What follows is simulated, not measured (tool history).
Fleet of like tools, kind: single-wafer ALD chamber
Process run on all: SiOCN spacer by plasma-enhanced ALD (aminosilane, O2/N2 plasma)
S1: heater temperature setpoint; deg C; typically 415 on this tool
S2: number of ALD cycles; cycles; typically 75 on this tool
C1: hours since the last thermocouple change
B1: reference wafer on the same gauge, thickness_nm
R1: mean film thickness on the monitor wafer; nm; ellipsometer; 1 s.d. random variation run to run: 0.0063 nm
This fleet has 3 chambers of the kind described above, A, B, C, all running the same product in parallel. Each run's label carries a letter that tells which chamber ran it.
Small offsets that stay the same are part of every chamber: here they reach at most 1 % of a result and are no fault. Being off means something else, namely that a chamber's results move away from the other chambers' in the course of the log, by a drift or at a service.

{"run": "1A", "hour": 7.4, "S1": 415, "S2": 75, "C1": 219.6, "B1": 4.6995, "R1": 4.3293}
{"run": "2B", "hour": 15.4, "S1": 415, "S2": 75, "C1": 150.1, "B1": 4.6983, "R1": 4.297}
{"run": "3C", "hour": 29.2, "S1": 415, "S2": 75, "C1": 1661.2, "B1": 4.6953, "R1": 4.2904}
{"run": "4A", "hour": 38.4, "S1": 415, "S2": 75, "C1": 250.6, "B1": 4.6948, "R1": 4.3323}
{"run": "5B", "hour": 46.9, "S1": 415, "S2": 75, "C1": 181.6, "B1": 4.6942, "R1": 4.304}
{"run": "6C", "hour": 56.9, "S1": 415, "S2": 75, "C1": 1688.9, "B1": 4.6932, "R1": 4.2941}
{"run": "7C", "hour": 64.7, "S1": 415, "S2": 75, "C1": 1696.7, "B1": 4.693, "R1": 4.2845}
{"run": "8A", "hour": 72.1, "S1": 420, "S2": 87, "C1": 284.3, "B1": 4.6912, "R1": 4.9351}
{"run": "9B", "hour": 82.1, "S1": 420, "S2": 87, "C1": 216.8, "B1": 4.6883, "R1": 4.9085}
{"run": "10C", "hour": 92.4, "S1": 420, "S2": 87, "C1": 1724.4, "B1": 4.6876, "R1": 4.8994}
{"run": "11A", "hour": 104.0, "S1": 415, "S2": 75, "C1": 316.2, "B1": 4.6862, "R1": 4.3188}
{"run": "12B", "hour": 111.1, "S1": 415, "S2": 75, "C1": 245.8, "B1": 4.6872, "R1": 4.2884}
{"run": "13A", "hour": 123.0, "S1": 415, "S2": 75, "C1": 335.2, "B1": 4.6832, "R1": 4.2973}
{"run": "14C", "hour": 135.6, "S1": 415, "S2": 75, "C1": 1767.6, "B1": 4.6814, "R1": 4.2868}
{"run": "15B", "hour": 144.6, "S1": 415, "S2": 75, "C1": 279.3, "B1": 4.6791, "R1": 4.2887}
{"run": "16C", "hour": 152.6, "S1": 415, "S2": 75, "C1": 1784.6, "B1": 4.6809, "R1": 4.2806}
{"run": "17A", "hour": 162.9, "S1": 415, "S2": 75, "C1": 375.1, "B1": 4.6796, "R1": 4.3081}
{"run": "18B", "hour": 176.3, "S1": 415, "S2": 75, "C1": 311, "B1": 4.6776, "R1": 4.2802}
{"run": "19C", "hour": 183.4, "S1": 419, "S2": 75, "C1": 1815.4, "B1": 4.6744, "R1": 4.2111}
{"run": "20A", "hour": 193.2, "S1": 419, "S2": 75, "C1": 405.4, "B1": 4.6724, "R1": 4.2582}
{"run": "21B", "hour": 200.1, "S1": 419, "S2": 75, "C1": 334.8, "B1": 4.6745, "R1": 4.2289}

Next, every chamber runs the same settings. What will each give?
{"run": "22A", "hour": 211.0, "S1": 415, "S2": 66, "R1": "?"}
{"run": "22B", "hour": 211.0, "S1": 415, "S2": 66, "R1": "?"}
{"run": "22C", "hour": 211.0, "S1": 415, "S2": 66, "R1": "?"}

run=22A R1=3.7917
run=22B R1=3.7752
run=22C R1=3.7631
